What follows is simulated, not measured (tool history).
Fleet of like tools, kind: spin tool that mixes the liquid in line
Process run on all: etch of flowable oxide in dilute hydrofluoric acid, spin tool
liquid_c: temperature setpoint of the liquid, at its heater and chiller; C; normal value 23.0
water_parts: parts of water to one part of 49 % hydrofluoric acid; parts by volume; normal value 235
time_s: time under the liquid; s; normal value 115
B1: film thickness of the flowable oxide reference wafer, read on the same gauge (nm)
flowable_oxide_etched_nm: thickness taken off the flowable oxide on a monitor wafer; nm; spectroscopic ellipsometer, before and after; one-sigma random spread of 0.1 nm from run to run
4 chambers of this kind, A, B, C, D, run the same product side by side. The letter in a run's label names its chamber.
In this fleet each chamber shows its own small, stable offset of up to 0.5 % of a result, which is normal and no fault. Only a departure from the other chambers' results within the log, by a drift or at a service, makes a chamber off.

run 1C hour=7.0 | liquid_c=23.0 water_parts=235 time_s=115 | B1=90.001 | flowable_oxide_etched_nm=13.948
run 2D hour=18.7 | liquid_c=23.0 water_parts=235 time_s=115 | B1=90.000 | flowable_oxide_etched_nm=14.114
run 3B hour=29.6 | liquid_c=23.0 water_parts=235 time_s=115 | B1=90.018 | flowable_oxide_etched_nm=14.025
run 4A hour=42.1 | liquid_c=23.0 water_parts=235 time_s=115 | B1=89.997 | flowable_oxide_etched_nm=13.999
run 5A hour=49.1 | liquid_c=23.0 water_parts=235 time_s=115 | B1=89.977 | flowable_oxide_etched_nm=13.920
run 6C hour=61.7 | liquid_c=23.0 water_parts=235 time_s=115 | B1=90.010 | flowable_oxide_etched_nm=14.003
run 7D hour=71.8 | liquid_c=23.0 water_parts=235 time_s=115 | B1=89.995 | flowable_oxide_etched_nm=14.182
run 8B hour=83.2 | liquid_c=23.0 water_parts=235 time_s=115 | B1=89.995 | flowable_oxide_etched_nm=13.825
run 9A hour=89.7 | liquid_c=23.0 water_parts=235 time_s=115 | B1=89.991 | flowable_oxide_etched_nm=14.006
run 10B hour=97.7 | liquid_c=23.0 water_parts=235 time_s=115 | B1=89.992 | flowable_oxide_etched_nm=13.919
run 11D hour=106.9 | liquid_c=20.5 water_parts=235 time_s=115 | B1=89.997 | flowable_oxide_etched_nm=13.066
run 12C hour=116.6 | liquid_c=20.5 water_parts=235 time_s=115 | B1=90.010 | flowable_oxide_etched_nm=12.556
run 13D hour=126.2 | liquid_c=20.5 water_parts=235 time_s=115 | B1=90.009 | flowable_oxide_etched_nm=12.866
-- hour=130.6 chamber C: hydrofluoric acid flow meter replaced
run 14A hour=134.2 | liquid_c=20.5 water_parts=235 time_s=115 | B1=89.985 | flowable_oxide_etched_nm=12.806
run 15B hour=144.8 | liquid_c=23.0 water_parts=235 time_s=115 | B1=90.002 | flowable_oxide_etched_nm=13.726
run 16C hour=153.7 | liquid_c=23.0 water_parts=235 time_s=115 | B1=90.006 | flowable_oxide_etched_nm=13.969
run 17C hour=162.6 | liquid_c=23.0 water_parts=235 time_s=115 | B1=89.978 | flowable_oxide_etched_nm=13.765
run 18A hour=175.2 | liquid_c=23.0 water_parts=235 time_s=115 | B1=89.996 | flowable_oxide_etched_nm=13.873
run 19D hour=186.2 | liquid_c=25.5 water_parts=235 time_s=115 | B1=90.024 | flowable_oxide_etched_nm=15.342
run 20B hour=199.2 | liquid_c=25.5 water_parts=235 time_s=115 | B1=90.013 | flowable_oxide_etched_nm=14.689
-- hour=200.4 chamber D: hydrofluoric acid flow meter replaced
run 21A hour=208.6 | liquid_c=25.5 water_parts=235 time_s=115 | B1=89.999 | flowable_oxide_etched_nm=15.121
run 22D hour=216.5 | liquid_c=25.5 water_parts=235 time_s=115 | B1=89.999 | flowable_oxide_etched_nm=15.262
run 23B hour=229.6 | liquid_c=23.0 water_parts=235 time_s=115 | B1=90.008 | flowable_oxide_etched_nm=13.325
run 24C hour=235.4 | liquid_c=23.0 water_parts=190 time_s=90 | B1=89.994 | flowable_oxide_etched_nm=14.020
-- hour=239.3 chamber D: thermometer replaced
run 25B hour=244.6 | liquid_c=23.0 water_parts=190 time_s=90 | B1=90.017 | flowable_oxide_etched_nm=13.537
run 26A hour=252.7 | liquid_c=23.0 water_parts=190 time_s=90 | B1=90.000 | flowable_oxide_etched_nm=14.141
run 27D hour=258.7 | liquid_c=23.0 water_parts=190 time_s=90 | B1=90.013 | flowable_oxide_etched_nm=14.207
run 28C hour=267.3 | liquid_c=23.0 water_parts=235 time_s=115 | B1=89.977 | flowable_oxide_etched_nm=13.775
run 29B hour=278.4 | liquid_c=23.0 water_parts=235 time_s=115 | B1=90.006 | flowable_oxide_etched_nm=13.102
run 30A hour=289.5 | liquid_c=23.0 water_parts=235 time_s=115 | B1=89.998 | flowable_oxide_etched_nm=14.023
run 31C hour=295.6 | liquid_c=23.0 water_parts=235 time_s=115 | B1=90.006 | flowable_oxide_etched_nm=13.819
run 32D hour=306.5 | liquid_c=23.0 water_parts=235 time_s=115 | B1=90.018 | flowable_oxide_etched_nm=13.899
run 33B hour=313.7 | liquid_c=23.0 water_parts=235 time_s=115 | B1=90.007 | flowable_oxide_etched_nm=13.194
run 34D hour=326.1 | liquid_c=23.0 water_parts=235 time_s=115 | B1=90.001 | flowable_oxide_etched_nm=13.869
run 35A hour=332.7 | liquid_c=23.0 water_parts=235 time_s=115 | B1=90.005 | flowable_oxide_etched_nm=13.989
run 36C hour=341.2 | liquid_c=23.0 water_parts=235 time_s=115 | B1=90.026 | flowable_oxide_etched_nm=13.939
run 37B hour=347.5 | liquid_c=25.5 water_parts=235 time_s=175 | B1=90.011 | flowable_oxide_etched_nm=21.800
run 38C hour=355.8 | liquid_c=25.5 water_parts=235 time_s=175 | B1=90.017 | flowable_oxide_etched_nm=22.936
run 39D hour=362.8 | liquid_c=25.5 water_parts=235 time_s=175 | B1=89.992 | flowable_oxide_etched_nm=23.053
run 40A hour=374.0 | liquid_c=25.5 water_parts=235 time_s=175 | B1=89.992 | flowable_oxide_etched_nm=23.341

Next, every chamber runs the same settings. What will each give?
run 41A hour=383.4 | liquid_c=23.0 water_parts=235 time_s=115 | flowable_oxide_etched_nm=?
run 41B hour=383.4 | liquid_c=23.0 water_parts=235 time_s=115 | flowable_oxide_etched_nm=?
run 41C hour=383.4 | liquid_c=23.0 water_parts=235 time_s=115 | flowable_oxide_etched_nm=?
run 41D hour=383.4 | liquid_c=23.0 water_parts=235 time_s=115 | flowable_oxide_etched_nm=?

run=41A flowable_oxide_etched_nm=13.918
run=41B flowable_oxide_etched_nm=12.918
run=41C flowable_oxide_etched_nm=13.764
run=41D flowable_oxide_etched_nm=13.985
